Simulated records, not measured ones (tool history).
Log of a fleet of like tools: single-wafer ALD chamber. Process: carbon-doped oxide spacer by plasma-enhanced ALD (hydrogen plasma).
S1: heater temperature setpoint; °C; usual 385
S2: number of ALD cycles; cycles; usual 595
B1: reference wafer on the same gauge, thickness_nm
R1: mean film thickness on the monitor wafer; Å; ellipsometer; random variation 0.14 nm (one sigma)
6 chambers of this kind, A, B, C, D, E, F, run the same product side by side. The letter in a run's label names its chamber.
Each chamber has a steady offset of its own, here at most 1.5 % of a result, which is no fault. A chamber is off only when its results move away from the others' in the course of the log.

Run 1A, hour 4.1: usual settings; B1 29.613. Result: R1 299.54 Å.
Run 2E, hour 10.4: usual settings; B1 29.604. Result: R1 295.48 Å.
Run 3F, hour 14.7: usual settings; B1 29.625. Result: R1 298.06 Å.
Run 4B, hour 20.3: usual settings; B1 29.583. Result: R1 299.38 Å.
Run 5C, hour 24.7: usual settings; B1 29.619. Result: R1 292.85 Å.
Run 6D, hour 31.6: usual settings; B1 29.571. Result: R1 300.45 Å.
Run 7E, hour 34.8: usual settings but S1 375 °C, S2 534 cycles; B1 29.589. Result: R1 264.44 Å.
Run 8A, hour 41.7: usual settings but S1 375 °C, S2 534 cycles; B1 29.593. Result: R1 266.57 Å.
Run 9C, hour 45.8: usual settings but S1 375 °C, S2 534 cycles; B1 29.635. Result: R1 262.38 Å.
Run 10D, hour 48.8: usual settings but S1 375 °C, S2 534 cycles; B1 29.601. Result: R1 269.99 Å.
Run 11B, hour 55.4: usual settings but S1 375 °C, S2 534 cycles; B1 29.59. Result: R1 266.76 Å.
Run 12F, hour 60.4: usual settings but S1 375 °C, S2 534 cycles; B1 29.571. Result: R1 268.67 Å.
Run 13C, hour 67.2: usual settings; B1 29.622. Result: R1 295.54 Å.
Run 14E, hour 73.3: usual settings but S1 380 °C, S2 520 cycles; B1 29.633. Result: R1 260.5 Å.
Run 15A, hour 76.5: usual settings but S1 380 °C, S2 520 cycles; B1 29.549. Result: R1 261.24 Å.
Run 16D, hour 82: usual settings but S1 380 °C, S2 520 cycles; B1 29.569. Result: R1 264.62 Å.
Run 17B, hour 88.5: usual settings but S1 380 °C, S2 520 cycles; B1 29.586. Result: R1 262.83 Å.
Run 18F, hour 92.8: usual settings but S1 380 °C, S2 520 cycles; B1 29.596. Result: R1 262.39 Å.
Run 19C, hour 99.6: usual settings but S1 380 °C, S2 520 cycles; B1 29.618. Result: R1 256.57 Å.
Run 20A, hour 105.6: usual settings; B1 29.604. Result: R1 295.68 Å.
Run 21E, hour 109.3: usual settings; B1 29.599. Result: R1 295.34 Å.
Run 22F, hour 116.4: usual settings; B1 29.576. Result: R1 300.44 Å.
Run 23B, hour 120.7: usual settings; B1 29.576. Result: R1 298.35 Å.
Run 24D, hour 125.2: usual settings; B1 29.589. Result: R1 301.72 Å.
At hour 127: chamber E: thermocouple changed; heater temperature recalibrated.
Run 25D, hour 131.9: usual settings; B1 29.589. Result: R1 301.26 Å.
Run 26C, hour 139: usual settings; B1 29.635. Result: R1 295.28 Å.
Run 27F, hour 144.4: usual settings; B1 29.601. Result: R1 299.67 Å.
Run 28E, hour 148.9: usual settings; B1 29.632. Result: R1 295.51 Å.
Run 29B, hour 153.6: usual settings; B1 29.6. Result: R1 299.19 Å.
Run 30A, hour 159.4: usual settings; B1 29.548. Result: R1 295.59 Å.
Run 31B, hour 165: usual settings; B1 29.616. Result: R1 297.83 Å.
Run 32D, hour 169.1: usual settings but S1 373 °C, S2 693 cycles; B1 29.599. Result: R1 347.95 Å.
Run 33C, hour 174.4: usual settings but S1 373 °C, S2 693 cycles; B1 29.578. Result: R1 344.8 Å.
Run 34E, hour 178.7: usual settings but S1 373 °C, S2 693 cycles; B1 29.578. Result: R1 346.16 Å.
Run 35A, hour 182.5: usual settings but S1 373 °C, S2 693 cycles; B1 29.585. Result: R1 348.83 Å.
Run 36F, hour 189.2: usual settings but S1 373 °C, S2 693 cycles; B1 29.592. Result: R1 349.83 Å.
Run 37A, hour 194.5: usual settings but S1 373 °C, S2 693 cycles; B1 29.571. Result: R1 351.11 Å.
Run 38B, hour 197.7: usual settings but S1 391 °C; B1 29.593. Result: R1 297.83 Å.
Run 39D, hour 204.8: usual settings but S1 391 °C; B1 29.615. Result: R1 300.16 Å.

All 6 chambers run these settings next. Forecast each chamber's results:
Run 40A, hour 209.9: usual settings. Result: R1 ?.
Run 40B, hour 209.9: usual settings. Result: R1 ?.
Run 40C, hour 209.9: usual settings. Result: R1 ?.
Run 40D, hour 209.9: usual settings. Result: R1 ?.
Run 40E, hour 209.9: usual settings. Result: R1 ?.
Run 40F, hour 209.9: usual settings. Result: R1 ?.

run      R1
40A  297.04
40B  295.43
40C  294.15
40D   299.1
40E  296.76
40F  300.82
